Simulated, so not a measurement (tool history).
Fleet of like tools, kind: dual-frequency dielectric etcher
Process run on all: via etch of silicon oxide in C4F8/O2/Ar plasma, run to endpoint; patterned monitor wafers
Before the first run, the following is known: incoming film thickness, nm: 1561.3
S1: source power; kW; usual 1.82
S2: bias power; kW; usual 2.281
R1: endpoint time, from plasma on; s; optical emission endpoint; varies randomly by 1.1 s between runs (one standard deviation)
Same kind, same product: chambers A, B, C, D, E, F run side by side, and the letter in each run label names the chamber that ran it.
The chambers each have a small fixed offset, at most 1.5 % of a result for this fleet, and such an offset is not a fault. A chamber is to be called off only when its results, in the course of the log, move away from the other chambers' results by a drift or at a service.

run	hour	S1	S2	R1
1A	4.2	1.82	2.281	310.46
2F	8.2	1.82	2.281	307.34
3E	14.1	1.82	2.281	308.09
4C	18.9	1.82	2.281	306.54
5D	27	1.82	2.281	313.47
6B	35.4	1.82	2.281	309.08
7B	41	2.2	2.538	277.58
8E	45.8	2.2	2.538	275.22
9A	49.9	2.2	2.538	281.38
10F	54.9	2.2	2.538	277.28
11C	60.8	2.2	2.538	275.47
12D	67.5	2.2	2.538	280.26
13D	74.7	1.82	2.281	311.88
14F	78.6	1.82	2.281	309.44
15E	83.9	1.82	2.281	306.58
16A	88.9	1.82	2.281	313.27
17B	93.5	1.82	2.281	307.84
18C	100.8	1.82	2.281	305.37
# hour 101.2: chamber C: wet clean of the chamber
19D	106.1	1.82	2.281	310.8
20F	111.1	1.82	2.281	308.66
21B	118.6	1.82	2.281	306.88
22C	124.1	2.23	2.598	272.23
23A	128.7	2.23	2.598	280.68
24E	133	2.23	2.598	271.69
25B	137.8	2.23	2.598	274.57
26D	142.5	2.23	2.598	274.38
27A	149.3	2.23	2.598	280.22
28E	154.4	1.82	2.281	308.32
29C	160	1.82	2.281	306.64
30F	168.5	1.82	2.281	308.61
31A	173	1.82	2.281	318.93
32E	180.8	1.82	2.281	306.13
33F	184.7	1.82	2.281	307.2
34C	189.3	1.82	2.281	305.91
35B	196.7	1.82	2.281	306.51
36D	201.1	1.82	2.281	311.64
37F	204.9	1.82	2.281	308.89

All chambers now run identical settings, listed one chamber a line with results as question marks. What results will each chamber show?
38A	211.2	1.82	2.281	?
38B	211.2	1.82	2.281	?
38C	211.2	1.82	2.281	?
38D	211.2	1.82	2.281	?
38E	211.2	1.82	2.281	?
38F	211.2	1.82	2.281	?

run	R1
38A	317.68
38B	307.8
38C	304.91
38D	311.04
38E	307.96
38F	309.08

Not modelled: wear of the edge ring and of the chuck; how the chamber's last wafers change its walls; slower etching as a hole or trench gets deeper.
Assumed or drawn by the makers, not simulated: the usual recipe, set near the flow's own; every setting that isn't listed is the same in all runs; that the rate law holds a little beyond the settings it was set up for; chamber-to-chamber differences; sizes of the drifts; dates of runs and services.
